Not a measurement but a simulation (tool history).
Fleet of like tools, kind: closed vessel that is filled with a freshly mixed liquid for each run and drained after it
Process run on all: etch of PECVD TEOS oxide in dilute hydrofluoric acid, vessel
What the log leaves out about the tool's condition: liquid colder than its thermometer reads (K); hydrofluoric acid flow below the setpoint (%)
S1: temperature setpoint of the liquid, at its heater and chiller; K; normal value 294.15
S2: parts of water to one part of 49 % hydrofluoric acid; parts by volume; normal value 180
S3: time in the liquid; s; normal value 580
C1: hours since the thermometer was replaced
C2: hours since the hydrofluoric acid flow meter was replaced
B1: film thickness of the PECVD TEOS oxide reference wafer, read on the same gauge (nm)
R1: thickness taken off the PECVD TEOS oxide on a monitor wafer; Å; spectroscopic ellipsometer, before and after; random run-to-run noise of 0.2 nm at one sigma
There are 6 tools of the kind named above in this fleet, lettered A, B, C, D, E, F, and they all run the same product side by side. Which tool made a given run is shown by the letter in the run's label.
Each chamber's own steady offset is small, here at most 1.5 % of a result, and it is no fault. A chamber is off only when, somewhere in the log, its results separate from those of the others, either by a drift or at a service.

{"run": "1C", "hour": 4.3, "S1": 294.15, "S2": 180, "S3": 580, "C1": 253.8, "C2": 1099.5, "B1": 50.001, "R1": 443.44}
{"run": "2D", "hour": 9.6, "S1": 294.15, "S2": 180, "S3": 580, "C1": 1034.6, "C2": 12.5, "B1": 50.017, "R1": 440.97}
{"hour": 11.3, "done": "chamber F: hydrofluoric acid flow meter replaced"}
{"run": "3E", "hour": 16.4, "S1": 294.15, "S2": 180, "S3": 580, "C1": 1859.6, "C2": 117.7, "B1": 49.971, "R1": 447.01}
{"run": "4A", "hour": 23.1, "S1": 294.15, "S2": 180, "S3": 580, "C1": 1181.0, "C2": 887.0, "B1": 50.015, "R1": 441.74}
{"run": "5B", "hour": 26.4, "S1": 294.15, "S2": 180, "S3": 580, "C1": 380.0, "C2": 1021.0, "B1": 49.981, "R1": 436.02}
{"run": "6F", "hour": 33.4, "S1": 294.15, "S2": 180, "S3": 580, "C1": 440.3, "C2": 22.1, "B1": 50.038, "R1": 441.18}
{"run": "7B", "hour": 37.2, "S1": 294.15, "S2": 180, "S3": 580, "C1": 390.8, "C2": 1031.8, "B1": 49.98, "R1": 437.39}
{"run": "8D", "hour": 43.7, "S1": 294.15, "S2": 265, "S3": 685, "C1": 1068.7, "C2": 46.6, "B1": 50.008, "R1": 321.43}
{"run": "9F", "hour": 50.8, "S1": 294.15, "S2": 265, "S3": 685, "C1": 457.7, "C2": 39.5, "B1": 49.996, "R1": 327.98}
{"run": "10C", "hour": 53.9, "S1": 294.15, "S2": 265, "S3": 685, "C1": 303.4, "C2": 1149.1, "B1": 49.993, "R1": 328.09}
{"run": "11A", "hour": 59.5, "S1": 294.15, "S2": 265, "S3": 685, "C1": 1217.4, "C2": 923.4, "B1": 50.008, "R1": 327.12}
{"run": "12E", "hour": 66.6, "S1": 294.15, "S2": 265, "S3": 685, "C1": 1909.8, "C2": 167.9, "B1": 49.977, "R1": 328.77}
{"run": "13D", "hour": 73.7, "S1": 294.15, "S2": 265, "S3": 685, "C1": 1098.7, "C2": 76.6, "B1": 49.992, "R1": 325.16}
{"run": "14C", "hour": 80.3, "S1": 294.15, "S2": 180, "S3": 580, "C1": 329.8, "C2": 1175.5, "B1": 49.981, "R1": 444.55}
{"run": "15F", "hour": 85.3, "S1": 294.15, "S2": 180, "S3": 580, "C1": 492.2, "C2": 74.0, "B1": 49.982, "R1": 446.79}
{"run": "16E", "hour": 91.4, "S1": 294.15, "S2": 180, "S3": 580, "C1": 1934.6, "C2": 192.7, "B1": 50.03, "R1": 445.88}
{"run": "17B", "hour": 98.1, "S1": 294.15, "S2": 180, "S3": 580, "C1": 451.7, "C2": 1092.7, "B1": 50.017, "R1": 439.61}
{"run": "18A", "hour": 104.2, "S1": 294.15, "S2": 180, "S3": 580, "C1": 1262.1, "C2": 968.1, "B1": 50.023, "R1": 444.57}
{"run": "19D", "hour": 109.2, "S1": 294.15, "S2": 180, "S3": 580, "C1": 1134.2, "C2": 112.1, "B1": 49.992, "R1": 439.42}
{"hour": 112.9, "done": "chamber C: hydrofluoric acid flow meter replaced"}
{"run": "20E", "hour": 112.9, "S1": 291.65, "S2": 180, "S3": 705, "C1": 1956.1, "C2": 214.2, "B1": 49.947, "R1": 485.38}
{"run": "21A", "hour": 116.1, "S1": 291.65, "S2": 180, "S3": 705, "C1": 1274.0, "C2": 980.0, "B1": 50.002, "R1": 486.5}
{"run": "22B", "hour": 120.4, "S1": 291.65, "S2": 180, "S3": 705, "C1": 474.0, "C2": 1115.0, "B1": 49.99, "R1": 481.96}
{"run": "23F", "hour": 125.5, "S1": 291.65, "S2": 180, "S3": 705, "C1": 532.4, "C2": 114.2, "B1": 50.028, "R1": 489.51}
{"run": "24C", "hour": 132.5, "S1": 291.65, "S2": 180, "S3": 705, "C1": 382.0, "C2": 19.7, "B1": 50.003, "R1": 486.33}
{"run": "25C", "hour": 137.0, "S1": 291.65, "S2": 180, "S3": 705, "C1": 386.5, "C2": 24.2, "B1": 49.983, "R1": 492.81}
{"run": "26D", "hour": 142.7, "S1": 290.15, "S2": 235, "S3": 580, "C1": 1167.7, "C2": 145.6, "B1": 49.993, "R1": 273.83}
{"run": "27B", "hour": 149.2, "S1": 290.15, "S2": 235, "S3": 580, "C1": 502.8, "C2": 1143.8, "B1": 50.031, "R1": 273.46}
{"run": "28F", "hour": 153.1, "S1": 290.15, "S2": 235, "S3": 580, "C1": 560.0, "C2": 141.8, "B1": 50.04, "R1": 274.25}
{"run": "29A", "hour": 157.4, "S1": 290.15, "S2": 235, "S3": 580, "C1": 1315.3, "C2": 1021.3, "B1": 49.991, "R1": 269.28}
{"run": "30E", "hour": 162.9, "S1": 290.15, "S2": 235, "S3": 580, "C1": 2006.1, "C2": 264.2, "B1": 50.003, "R1": 276.33}
{"run": "31C", "hour": 167.9, "S1": 290.15, "S2": 235, "S3": 580, "C1": 417.4, "C2": 55.1, "B1": 49.99, "R1": 275.1}
{"run": "32F", "hour": 174.5, "S1": 297.65, "S2": 180, "S3": 580, "C1": 581.4, "C2": 163.2, "B1": 49.998, "R1": 507.09}
{"run": "33B", "hour": 178.7, "S1": 297.65, "S2": 180, "S3": 580, "C1": 532.3, "C2": 1173.3, "B1": 50.03, "R1": 504.75}
{"run": "34D", "hour": 182.2, "S1": 297.65, "S2": 180, "S3": 580, "C1": 1207.2, "C2": 185.1, "B1": 50.021, "R1": 503.35}
{"run": "35E", "hour": 187.5, "S1": 297.65, "S2": 180, "S3": 580, "C1": 2030.7, "C2": 288.8, "B1": 50.009, "R1": 507.55}
{"run": "36A", "hour": 193.1, "S1": 297.65, "S2": 180, "S3": 580, "C1": 1351.0, "C2": 1057.0, "B1": 50.007, "R1": 496.54}
{"run": "37E", "hour": 196.8, "S1": 297.65, "S2": 180, "S3": 580, "C1": 2040.0, "C2": 298.1, "B1": 49.985, "R1": 506.05}
{"run": "38F", "hour": 202.1, "S1": 294.15, "S2": 180, "S3": 580, "C1": 609.0, "C2": 190.8, "B1": 49.958, "R1": 445.0}
{"run": "39C", "hour": 205.3, "S1": 294.15, "S2": 180, "S3": 580, "C1": 454.8, "C2": 92.5, "B1": 49.982, "R1": 445.12}
{"run": "40B", "hour": 209.3, "S1": 294.15, "S2": 180, "S3": 580, "C1": 562.9, "C2": 1203.9, "B1": 49.973, "R1": 438.0}
{"run": "41A", "hour": 214.0, "S1": 294.15, "S2": 135, "S3": 580, "C1": 1371.9, "C2": 1077.9, "B1": 50.028, "R1": 597.56}
{"run": "42D", "hour": 220.8, "S1": 294.15, "S2": 135, "S3": 580, "C1": 1245.8, "C2": 223.7, "B1": 49.986, "R1": 615.64}

Does one chamber stand apart from the rest, does the shared gauge drift, or is all well apart from small per-chamber offsets? Give the chamber and the most likely cause, where there is one.

Little by little, chamber A moves away from the other chambers.
What lies behind it: liquid colder than its thermometer reads (K) = 1.02.
It could be hard to tell apart here from: hydrofluoric acid flow below the setpoint (%).

Chamber A could run next with any of the 4 candidate recipes listed below; each alters the usual settings, and their results appear as question marks. Which one brings its results back in line with what the other chambers deliver on the usual settings?
Allowed miss from the other chambers' usual-settings mean, per result, to count as in line: R1 7.00 Å
{"run": "43A-1", "hour": 225.9, "S1": 294.15, "S2": 180, "S3": 540, "R1": "?"}
{"run": "43A-2", "hour": 225.9, "S1": 294.15, "S2": 175, "S3": 600, "R1": "?"}
{"run": "43A-3", "hour": 225.9, "S1": 294.15, "S2": 175, "S3": 580, "R1": "?"}
{"run": "43A-4", "hour": 225.9, "S1": 293.15, "S2": 180, "S3": 580, "R1": "?"}

Average result of the remaining chambers running the usual settings: R1 442.48 Å
run=43A-1 R1=397.52
run=43A-2 R1=456.78
run=43A-3 R1=441.56
run=43A-4 R1=410.84
43A-3 brings the chamber back in line.
